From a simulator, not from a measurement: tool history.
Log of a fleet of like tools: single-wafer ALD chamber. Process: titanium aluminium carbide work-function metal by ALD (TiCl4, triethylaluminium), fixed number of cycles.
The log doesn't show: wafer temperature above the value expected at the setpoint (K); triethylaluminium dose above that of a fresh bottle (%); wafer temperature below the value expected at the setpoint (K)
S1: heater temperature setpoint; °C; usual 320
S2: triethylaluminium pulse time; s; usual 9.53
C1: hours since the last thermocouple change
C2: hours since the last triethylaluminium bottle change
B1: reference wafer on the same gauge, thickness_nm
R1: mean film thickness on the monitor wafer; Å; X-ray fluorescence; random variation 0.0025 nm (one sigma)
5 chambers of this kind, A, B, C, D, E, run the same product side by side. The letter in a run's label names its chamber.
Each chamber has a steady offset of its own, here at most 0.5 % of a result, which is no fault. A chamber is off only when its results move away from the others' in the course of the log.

run	day	S1	S2	C1	C2	B1	R1
1A	0.296	320	9.53	46.1	86.6	1.9901	21.619
2C	0.471	320	9.53	1089	51	1.9909	21.733
3B	0.817	320	9.53	587.9	1017.7	1.9903	21.669
4E	1.071	320	9.53	409.7	83.8	1.9906	21.552
5D	1.246	320	9.53	637	513.9	1.9909	21.526
6A	1.646	310	5.83	78.5	119	1.9911	18.711
7B	1.929	310	5.83	614.6	1044.4	1.9909	18.676
8D	2.262	310	5.83	661.4	538.3	1.9911	18.656
9E	2.604	310	5.83	446.5	120.6	1.992	18.625
10C	2.921	310	5.83	1147.8	109.8	1.992	18.828
11C	3.317	320	9.53	1157.3	119.3	1.9923	21.735
12A	3.625	320	9.53	126	166.5	1.993	21.642
13B	3.908	320	9.53	662.1	1091.9	1.993	21.686
14D	4.254	320	9.53	709.2	586.1	1.993	21.583
15E	4.608	320	9.53	494.6	168.7	1.9928	21.571
16E	4.825	320	9.53	499.8	173.9	1.9933	21.608
17D	5.204	320	9.53	732	608.9	1.9932	21.594
18C	5.438	320	9.53	1208.2	170.2	1.9944	21.751
19B	5.754	320	9.53	706.4	1136.2	1.9938	21.728
20A	6.125	320	9.53	186	226.5	1.9944	21.695
21C	6.467	320	9.53	1232.9	194.9	1.9952	21.789
22E	6.829	320	9.53	547.9	222	1.9947	21.587
23D	7.075	320	9.53	776.9	653.8	1.995	21.604
24B	7.454	320	9.53	747.2	1177	1.9951	21.79
25A	7.642	320	9.53	222.4	262.9	1.9957	21.698
26B	7.925	320	9.53	758.5	1188.3	1.995	21.753
27C	8.275	320	9.53	1276.3	238.3	1.9963	21.748
28A	8.558	320	9.53	244.4	284.9	1.9965	21.716
29E	8.946	320	9.53	598.7	272.8	1.9957	21.622
30D	9.192	320	9.53	827.7	704.6	1.9964	21.593
31B	9.579	320	9.53	798.2	1228	1.9967	21.772
32A	9.796	310	9.53	274.1	314.6	1.9969	20.788
33D	10.017	310	9.53	847.5	724.4	1.9971	20.724
34E	10.262	310	9.53	630.3	304.4	1.9967	20.774
35C	10.638	310	9.53	1333	295	1.9966	20.901
36B	11.008	310	9.53	832.5	1262.3	1.9976	20.857
37E	11.196	320	9.53	652.7	326.8	1.998	21.572
38C	11.396	320	8.17	1351.2	313.2	1.9976	21.277
39D	11.738	320	8.17	888.8	765.7	1.9986	21.161
40A	12.008	320	8.17	327.2	367.7	1.9987	21.181
41B	12.329	320	8.17	864.2	1294	1.9986	21.274
42A	12.671	320	8.17	343.1	383.6	1.9992	21.2
43C	12.883	320	9.53	1386.9	348.9	1.9989	21.771
44D	13.083	320	9.53	921.1	798	1.9991	21.682

All 5 chambers run these settings next. Forecast each chamber's results:
45A	13.371	320	9.53				?
45B	13.371	320	9.53				?
45C	13.371	320	9.53				?
45D	13.371	320	9.53				?
45E	13.371	320	9.53				?

run	R1
45A	21.681
45B	21.811
45C	21.866
45D	21.641
45E	21.628
